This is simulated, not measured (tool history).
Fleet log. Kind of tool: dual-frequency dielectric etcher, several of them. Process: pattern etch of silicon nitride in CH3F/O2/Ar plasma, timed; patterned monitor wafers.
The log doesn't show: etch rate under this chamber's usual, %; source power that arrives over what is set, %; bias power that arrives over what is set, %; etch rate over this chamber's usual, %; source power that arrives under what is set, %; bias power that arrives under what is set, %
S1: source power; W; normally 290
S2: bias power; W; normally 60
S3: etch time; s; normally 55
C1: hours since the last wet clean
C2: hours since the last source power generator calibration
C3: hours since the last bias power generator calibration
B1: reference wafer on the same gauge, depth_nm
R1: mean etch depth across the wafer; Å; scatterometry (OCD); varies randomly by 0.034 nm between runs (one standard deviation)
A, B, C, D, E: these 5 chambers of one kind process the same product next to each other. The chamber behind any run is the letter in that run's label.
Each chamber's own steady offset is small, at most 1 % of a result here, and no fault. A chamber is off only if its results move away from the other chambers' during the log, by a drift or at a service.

run	hour	S1	S2	S3	C1	C2	C3	B1	R1
1D	9.4	290	60	55	440.1	319.4	2544.6	35.414	320.67
2E	16.9	290	60	55	17.5	756.3	317.2	35.419	322.92
# hour 23.2: chamber D: wet clean of the chamber
3C	26.2	290	60	55	37.5	463.6	302.3	35.409	320.58
4A	34.6	290	60	55	158.2	2234.4	2565.4	35.416	319.94
5B	40.6	290	60	55	212.3	79.2	1552.4	35.427	318.78
6B	49.2	290	60	55	220.9	87.8	1561.0	35.439	318.82
7C	54.4	290	60	55	65.7	491.8	330.5	35.439	320.66
8E	63.0	290	60	55	63.6	802.4	363.3	35.450	322.52
9A	71.1	290	60	55	194.7	2270.9	2601.9	35.436	321.30
10D	76.3	290	60	55	53.1	386.3	2611.5	35.460	320.85
11B	81.5	290	60	55	253.2	120.1	1593.3	35.448	318.84
12C	91.3	290	60	55	102.6	528.7	367.4	35.454	320.86
13E	99.5	290	60	55	100.1	838.9	399.8	35.463	323.10
14D	107.5	290	60	55	84.3	417.5	2642.7	35.460	321.49
15A	117.0	290	60	55	240.6	2316.8	2647.8	35.469	321.41
16D	126.7	290	60	55	103.5	436.7	2661.9	35.464	321.93
17A	133.8	290	72	45	257.4	2333.6	2664.6	35.473	279.81
18E	141.9	290	72	45	142.5	881.3	442.2	35.488	281.28
19C	148.8	290	72	45	160.1	586.2	424.9	35.482	279.61
20B	158.5	290	72	45	330.2	197.1	1670.3	35.498	277.85
21B	166.4	290	72	45	338.1	205.0	1678.2	35.500	277.65
22C	171.9	290	60	55	183.2	609.3	448.0	35.494	321.25
23D	176.6	290	60	55	153.4	486.6	2711.8	35.498	322.10
24A	183.1	290	60	55	306.7	2382.9	2713.9	35.509	321.62
25E	193.0	290	60	55	193.6	932.4	493.3	35.511	324.15
26E	200.3	360	66	55	200.9	939.7	500.6	35.534	364.05
27D	209.9	360	66	55	186.7	519.9	2745.1	35.533	361.21
# hour 214.5: chamber A: source power generator calibrated
28B	214.8	360	66	55	386.5	253.4	1726.6	35.533	359.37
29A	220.5	360	66	55	344.1	6.1	2751.3	35.534	360.79
30C	228.0	360	66	55	239.3	665.4	504.1	35.543	360.51
31C	235.3	290	60	55	246.6	672.7	511.4	35.539	322.51
32E	244.7	290	60	55	245.3	984.1	545.0	35.539	323.50
33D	250.8	290	60	55	227.6	560.8	2786.0	35.549	322.25

Next, all 5 chambers run the settings below, one line each with question marks for the results. What does each chamber give?
34A	257.9	290	72	55					?
34B	257.9	290	72	55					?
34C	257.9	290	72	55					?
34D	257.9	290	72	55					?
34E	257.9	290	72	55					?

run	R1
34A	342.64
34B	340.56
34C	342.55
34D	343.72
34E	344.93
